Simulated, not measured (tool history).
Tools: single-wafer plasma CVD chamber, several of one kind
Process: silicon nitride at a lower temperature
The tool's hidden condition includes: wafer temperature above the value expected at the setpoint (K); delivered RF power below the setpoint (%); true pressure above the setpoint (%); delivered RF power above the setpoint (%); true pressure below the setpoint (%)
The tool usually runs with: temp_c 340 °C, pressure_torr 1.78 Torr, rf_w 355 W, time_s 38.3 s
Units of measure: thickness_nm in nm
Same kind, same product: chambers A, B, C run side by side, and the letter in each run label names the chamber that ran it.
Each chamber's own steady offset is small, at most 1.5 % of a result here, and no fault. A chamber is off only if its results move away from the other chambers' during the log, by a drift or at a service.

run	hour	temp_c	pressure_torr	rf_w	time_s	hours since the last thermocouple change	hours since the last RF generator calibration	hours since the last manometer calibration	read-back reference wafer on the same gauge, thickness_nm	thickness_nm
1C	8.6	340	1.78	355	38.3	1371.3	1079.1	266.9	54.519	52.154
2A	20.6	340	1.78	355	38.3	1019.9	548.4	1860.7	54.574	51.795
3B	30.8	340	1.78	355	38.3	617.1	575.3	1186.2	54.441	52.482
4B	44.9	340	1.78	355	38.3	631.2	589.4	1200.3	54.493	52.351
5C	52.0	340	1.78	355	38.3	1414.7	1122.5	310.3	54.521	52.145
6A	60.0	340	1.78	355	38.3	1059.3	587.8	1900.1	54.490	51.767
7B	72.2	340	1.78	355	38.3	658.5	616.7	1227.6	54.472	53.198
8C	84.3	340	1.78	355	38.3	1447.0	1154.8	342.6	54.498	52.337
9A	95.7	340	1.78	355	38.3	1095.0	623.5	1935.8	54.500	52.544
10B	109.8	347	1.78	305	38.3	696.1	654.3	1265.2	54.531	47.710
11A	123.7	347	1.78	305	38.3	1123.0	651.5	1963.8	54.594	46.686
12C	131.2	347	1.78	305	38.3	1493.9	1201.7	389.5	54.544	46.797
13B	141.0	340	2.16	355	38.3	727.3	685.5	1296.4	54.559	55.461
14A	152.9	340	2.16	355	38.3	1152.2	680.7	1993.0	54.593	55.161
15C	162.4	340	2.16	355	38.3	1525.1	1232.9	420.7	54.463	55.049
16A	168.6	340	1.78	355	38.3	1167.9	696.4	2008.7	54.558	51.129
17B	175.6	340	1.78	355	38.3	761.9	720.1	1331.0	54.462	52.752
18C	185.9	340	1.78	355	38.3	1548.6	1256.4	444.2	54.467	52.131
19A	194.2	353	1.78	405	38.3	1193.5	722.0	2034.3	54.560	55.582
20B	202.8	353	1.78	405	38.3	789.1	747.3	1358.2	54.479	56.214
21C	213.0	353	1.78	405	38.3	1575.7	1283.5	471.3	54.533	56.705
22B	225.5	340	1.78	355	38.3	811.8	770.0	1380.9	54.512	52.049
23A	235.9	340	1.78	355	38.3	1235.2	763.7	2076.0	54.519	51.885
24C	243.1	340	1.78	355	38.3	1605.8	1313.6	501.4	54.540	52.200
25C	255.5	340	1.78	355	38.3	1618.2	1326.0	513.8	54.480	52.072
26A	266.7	340	1.78	355	38.3	1266.0	794.5	2106.8	54.424	51.016
27B	275.0	340	1.78	355	38.3	861.3	819.5	1430.4	54.515	53.152
28A	284.2	340	1.78	355	38.3	1283.5	812.0	2124.3	54.534	50.923
29B	296.8	340	1.78	355	38.3	883.1	841.3	1452.2	54.509	52.799
30C	308.6	329	1.78	295	38.3	1671.3	1379.1	566.9	54.493	46.002
31B	321.7	329	1.78	295	38.3	908.0	866.2	1477.1	54.557	46.940
32C	329.1	329	1.78	295	38.3	1691.8	1399.6	587.4	54.513	46.452
33A	337.9	340	1.78	355	38.3	1337.2	865.7	2178.0	54.482	50.752
34A	344.5	340	1.78	355	38.3	1343.8	872.3	2184.6	54.459	50.427
35C	353.6	340	1.78	355	38.3	1716.3	1424.1	611.9	54.538	51.469
36B	360.3	340	1.78	355	38.3	946.6	904.8	1515.7	54.520	52.686
37A	374.2	340	1.78	355	38.3	1373.5	902.0	2214.3	54.489	50.104
38B	384.9	340	1.78	355	38.3	971.2	929.4	1540.3	54.540	52.566
39C	393.3	340	1.78	355	38.3	1756.0	1463.8	651.6	54.461	52.100
40C	405.8	340	1.78	355	38.3	1768.5	1476.3	664.1	54.439	52.130
41A	412.7	340	2.16	355	38.3	1412.0	940.5	2252.8	54.535	52.926
42B	420.2	340	2.16	355	38.3	1006.5	964.7	1575.6	54.541	55.352
43A	431.6	340	2.16	355	38.3	1430.9	959.4	2271.7	54.457	52.306
44B	441.8	340	1.78	355	38.3	1028.1	986.3	1597.2	54.558	52.304

Next, all 3 chambers run the settings below, one line each with question marks for the results. What does each chamber give?
45A	452.1	340	1.78	355	38.3					?
45B	452.1	340	1.78	355	38.3					?
45C	452.1	340	1.78	355	38.3					?

run	thickness_nm
45A	49.224
45B	52.719
45C	52.225
